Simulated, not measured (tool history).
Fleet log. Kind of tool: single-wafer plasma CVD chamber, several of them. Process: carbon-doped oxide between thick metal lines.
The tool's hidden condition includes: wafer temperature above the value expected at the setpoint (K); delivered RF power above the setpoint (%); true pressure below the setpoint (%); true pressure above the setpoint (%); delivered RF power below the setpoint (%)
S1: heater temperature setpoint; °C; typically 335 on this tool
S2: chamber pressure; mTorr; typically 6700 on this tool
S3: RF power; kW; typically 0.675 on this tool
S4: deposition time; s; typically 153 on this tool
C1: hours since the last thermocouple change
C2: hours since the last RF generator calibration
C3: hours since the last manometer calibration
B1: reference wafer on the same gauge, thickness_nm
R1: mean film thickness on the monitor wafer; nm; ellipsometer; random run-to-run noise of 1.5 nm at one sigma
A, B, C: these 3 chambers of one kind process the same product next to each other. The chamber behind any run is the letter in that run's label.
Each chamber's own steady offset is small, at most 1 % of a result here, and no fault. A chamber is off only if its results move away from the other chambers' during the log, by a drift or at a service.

{"hour": 7.7, "done": "chamber C: RF generator calibrated"}
{"run": "1A", "hour": 14.5, "S1": 335, "S2": 6700, "S3": 0.675, "S4": 153, "C1": 2180.9, "C2": 303.1, "C3": 399.9, "B1": 1084.9, "R1": 995.38}
{"run": "2C", "hour": 27.6, "S1": 335, "S2": 6700, "S3": 0.675, "S4": 153, "C1": 900.1, "C2": 20, "C3": 782.6, "B1": 1084.6, "R1": 1004.7}
{"run": "3B", "hour": 37.1, "S1": 335, "S2": 6700, "S3": 0.675, "S4": 153, "C1": 1174.6, "C2": 671.1, "C3": 802.3, "B1": 1084.2, "R1": 1001}
{"run": "4A", "hour": 47.1, "S1": 335, "S2": 6700, "S3": 0.675, "S4": 153, "C1": 2213.5, "C2": 335.7, "C3": 432.5, "B1": 1084.4, "R1": 993.32}
{"run": "5B", "hour": 58.9, "S1": 335, "S2": 6700, "S3": 0.675, "S4": 153, "C1": 1196.4, "C2": 692.9, "C3": 824.1, "B1": 1084, "R1": 1001.8}
{"run": "6C", "hour": 74.1, "S1": 335, "S2": 5670, "S3": 0.675, "S4": 153, "C1": 946.6, "C2": 66.5, "C3": 829.1, "B1": 1083.7, "R1": 986.23}
{"run": "7C", "hour": 83.5, "S1": 335, "S2": 5670, "S3": 0.675, "S4": 153, "C1": 956, "C2": 75.9, "C3": 838.5, "B1": 1083.3, "R1": 987.14}
{"run": "8B", "hour": 94.9, "S1": 335, "S2": 5670, "S3": 0.675, "S4": 153, "C1": 1232.4, "C2": 728.9, "C3": 860.1, "B1": 1083, "R1": 979.32}
{"run": "9A", "hour": 102.4, "S1": 335, "S2": 6700, "S3": 0.77, "S4": 174, "C1": 2268.8, "C2": 391, "C3": 487.8, "B1": 1083.2, "R1": 1217.2}
{"hour": 108.4, "done": "chamber A: thermocouple changed; heater temperature recalibrated"}
{"run": "10B", "hour": 113.9, "S1": 335, "S2": 6700, "S3": 0.77, "S4": 174, "C1": 1251.4, "C2": 747.9, "C3": 879.1, "B1": 1083.1, "R1": 1228.2}
{"run": "11C", "hour": 123.4, "S1": 335, "S2": 6700, "S3": 0.77, "S4": 174, "C1": 995.9, "C2": 115.8, "C3": 878.4, "B1": 1082.9, "R1": 1233.9}
{"run": "12A", "hour": 136.8, "S1": 335, "S2": 6700, "S3": 0.675, "S4": 153, "C1": 28.4, "C2": 425.4, "C3": 522.2, "B1": 1082.4, "R1": 996.53}
{"run": "13A", "hour": 147.1, "S1": 335, "S2": 6700, "S3": 0.675, "S4": 153, "C1": 38.7, "C2": 435.7, "C3": 532.5, "B1": 1082.4, "R1": 991.87}
{"run": "14B", "hour": 158.4, "S1": 350, "S2": 6700, "S3": 0.76, "S4": 153, "C1": 1295.9, "C2": 792.4, "C3": 923.6, "B1": 1082.2, "R1": 1030.3}
{"run": "15C", "hour": 171.0, "S1": 350, "S2": 6700, "S3": 0.76, "S4": 153, "C1": 1043.5, "C2": 163.4, "C3": 926, "B1": 1081.8, "R1": 1033.3}
{"run": "16A", "hour": 180.0, "S1": 350, "S2": 6700, "S3": 0.76, "S4": 153, "C1": 71.6, "C2": 468.6, "C3": 565.4, "B1": 1081.8, "R1": 1020}
{"run": "17B", "hour": 192.4, "S1": 323, "S2": 6700, "S3": 0.805, "S4": 153, "C1": 1329.9, "C2": 826.4, "C3": 957.6, "B1": 1081.1, "R1": 1150.2}
{"run": "18C", "hour": 206.2, "S1": 323, "S2": 6700, "S3": 0.805, "S4": 153, "C1": 1078.7, "C2": 198.6, "C3": 961.2, "B1": 1081.4, "R1": 1153.9}
{"run": "19A", "hour": 216.9, "S1": 323, "S2": 6700, "S3": 0.805, "S4": 153, "C1": 108.5, "C2": 505.5, "C3": 602.3, "B1": 1081.1, "R1": 1143.2}
{"run": "20B", "hour": 228.5, "S1": 335, "S2": 6700, "S3": 0.675, "S4": 153, "C1": 1366, "C2": 862.5, "C3": 993.7, "B1": 1081.1, "R1": 999.47}
{"run": "21C", "hour": 236.2, "S1": 335, "S2": 6700, "S3": 0.675, "S4": 153, "C1": 1108.7, "C2": 228.6, "C3": 991.2, "B1": 1080.7, "R1": 1001.4}
{"run": "22B", "hour": 247.9, "S1": 335, "S2": 6700, "S3": 0.675, "S4": 153, "C1": 1385.4, "C2": 881.9, "C3": 1013.1, "B1": 1080.2, "R1": 995.87}
{"run": "23C", "hour": 255.7, "S1": 335, "S2": 6700, "S3": 0.675, "S4": 153, "C1": 1128.2, "C2": 248.1, "C3": 1010.7, "B1": 1080.7, "R1": 1001}
{"run": "24A", "hour": 264.0, "S1": 335, "S2": 6700, "S3": 0.675, "S4": 153, "C1": 155.6, "C2": 552.6, "C3": 649.4, "B1": 1080, "R1": 990.57}
{"hour": 265.6, "done": "chamber C: capacitance manometer re-zeroed and calibrated"}
{"run": "25C", "hour": 271.8, "S1": 335, "S2": 6700, "S3": 0.675, "S4": 153, "C1": 1144.3, "C2": 264.2, "C3": 6.3, "B1": 1080.1, "R1": 999.53}
{"run": "26B", "hour": 281.0, "S1": 341, "S2": 6700, "S3": 0.675, "S4": 153, "C1": 1418.5, "C2": 915, "C3": 1046.2, "B1": 1080.1, "R1": 980.12}
{"run": "27A", "hour": 288.8, "S1": 341, "S2": 6700, "S3": 0.675, "S4": 153, "C1": 180.4, "C2": 577.4, "C3": 674.2, "B1": 1079.9, "R1": 971.96}
{"run": "28C", "hour": 295.6, "S1": 341, "S2": 6700, "S3": 0.675, "S4": 153, "C1": 1168.1, "C2": 288, "C3": 30.1, "B1": 1080.1, "R1": 980.58}
{"hour": 298.2, "done": "chamber B: thermocouple changed; heater temperature recalibrated"}
{"run": "29A", "hour": 309.8, "S1": 335, "S2": 6700, "S3": 0.675, "S4": 153, "C1": 201.4, "C2": 598.4, "C3": 695.2, "B1": 1080, "R1": 989.28}
{"run": "30B", "hour": 318.9, "S1": 335, "S2": 6700, "S3": 0.565, "S4": 153, "C1": 20.7, "C2": 952.9, "C3": 1084.1, "B1": 1079.2, "R1": 891.84}
{"run": "31A", "hour": 330.1, "S1": 335, "S2": 6700, "S3": 0.565, "S4": 153, "C1": 221.7, "C2": 618.7, "C3": 715.5, "B1": 1079.2, "R1": 888.46}
{"run": "32C", "hour": 344.3, "S1": 335, "S2": 6700, "S3": 0.565, "S4": 153, "C1": 1216.8, "C2": 336.7, "C3": 78.8, "B1": 1078.7, "R1": 896.26}
{"run": "33B", "hour": 351.7, "S1": 335, "S2": 6700, "S3": 0.675, "S4": 153, "C1": 53.5, "C2": 985.7, "C3": 1116.9, "B1": 1078.7, "R1": 996.62}
{"run": "34A", "hour": 365.7, "S1": 335, "S2": 6700, "S3": 0.675, "S4": 153, "C1": 257.3, "C2": 654.3, "C3": 751.1, "B1": 1078.9, "R1": 989.87}
{"run": "35B", "hour": 379.1, "S1": 335, "S2": 6700, "S3": 0.675, "S4": 153, "C1": 80.9, "C2": 1013.1, "C3": 1144.3, "B1": 1078.2, "R1": 992.96}

Has any chamber moved away from the others, gradually or after a service, or does the common gauge drift, or do the chambers differ only by their own small steady offsets? State the chamber and the most likely cause if one applies.

Gauge drift. The chambers move together only on paper, and none stands off.
What lies behind it: gauge reads low (%) = 0.625.
